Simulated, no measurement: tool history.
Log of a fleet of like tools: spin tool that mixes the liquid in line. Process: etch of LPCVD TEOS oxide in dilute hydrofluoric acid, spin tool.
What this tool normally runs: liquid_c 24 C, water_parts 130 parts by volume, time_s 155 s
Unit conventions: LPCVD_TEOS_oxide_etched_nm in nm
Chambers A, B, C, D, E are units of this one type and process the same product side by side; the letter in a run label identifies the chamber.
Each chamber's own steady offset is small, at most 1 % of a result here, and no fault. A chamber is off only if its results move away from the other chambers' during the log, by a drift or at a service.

run,hour,liquid_c,water_parts,time_s,"read-back film thickness of the LPCVD TEOS oxide reference wafer, read on the same gauge (nm)",LPCVD_TEOS_oxide_etched_nm
# hour 2.1: chamber E: hydrofluoric acid flow meter replaced
1C,6.4,24,130,155,150.01,19.266
2E,10.6,24,130,155,149.98,19.294
3B,18.2,24,130,155,150.00,19.310
4D,23.2,24,130,155,150.00,19.304
5A,28.3,24,130,155,150.01,19.236
6B,32.6,24,130,155,150.00,19.310
7E,37.8,24,130,155,150.00,19.403
8C,42.3,24,130,155,149.99,19.350
9A,47.1,24,130,155,149.99,19.390
# hour 52.0: chamber D: hydrofluoric acid flow meter replaced
10D,54.4,24,130,155,150.02,19.646
11D,61.8,24,130,155,149.99,19.316
12B,68.1,24,130,155,150.00,19.305
13A,73.9,24,130,155,150.01,19.244
14C,79.1,24,130,155,150.01,19.571
15E,84.5,24,130,155,149.98,19.367
16B,91.4,24,130,155,150.00,19.469
17A,98.7,28,130,155,150.00,22.359
18D,102.4,28,130,155,149.99,23.396
19C,108.7,28,130,155,150.00,22.826
20E,113.2,28,130,155,150.00,22.415
21A,119.6,28,130,155,150.01,22.741
22E,125.8,24,130,155,150.01,19.446
23C,129.5,24,130,155,150.01,19.572
24B,135.9,24,130,155,149.99,19.431
25D,142.2,24,130,155,149.98,20.351
26D,149.8,24,130,155,150.02,20.735
27A,155.2,24,130,155,150.00,19.432
28B,159.2,24,130,155,150.01,19.489
29C,165.0,24,130,155,150.00,19.368
30E,171.5,26,110,155,150.00,25.780
31C,178.1,26,110,155,149.99,25.368
32E,184.4,26,110,155,150.01,24.994

Has any chamber moved away from the others, gradually or after a service, or does the common gauge drift, or do the chambers differ only by their own small steady offsets? State the chamber and the most likely cause if one applies.

It is chamber D that slowly wanders off from its peers.
What lies behind it: liquid hotter than its thermometer reads (K) = 2.25.

Which of the 4 candidates below, each the usual settings with something changed and its results left as question marks, puts chamber D back in line with what the other chambers give on the usual settings?
Maximum distance from the other chambers' mean on the usual settings for a result to count as in line: LPCVD_TEOS_oxide_etched_nm 0.540 nm
33D-1,190.1,24,130,135,,?
33D-2,190.1,24,125,160,,?
33D-3,190.1,24,135,150,,?
33D-4,190.1,24,115,155,,?

Usual-settings mean across the other chambers: LPCVD_TEOS_oxide_etched_nm 19.430 nm
run,LPCVD_TEOS_oxide_etched_nm
33D-1,18.186
33D-2,22.541
33D-3,19.351
33D-4,23.998
The right change is 33D-3: it brings the chamber back within the allowed miss of the others.

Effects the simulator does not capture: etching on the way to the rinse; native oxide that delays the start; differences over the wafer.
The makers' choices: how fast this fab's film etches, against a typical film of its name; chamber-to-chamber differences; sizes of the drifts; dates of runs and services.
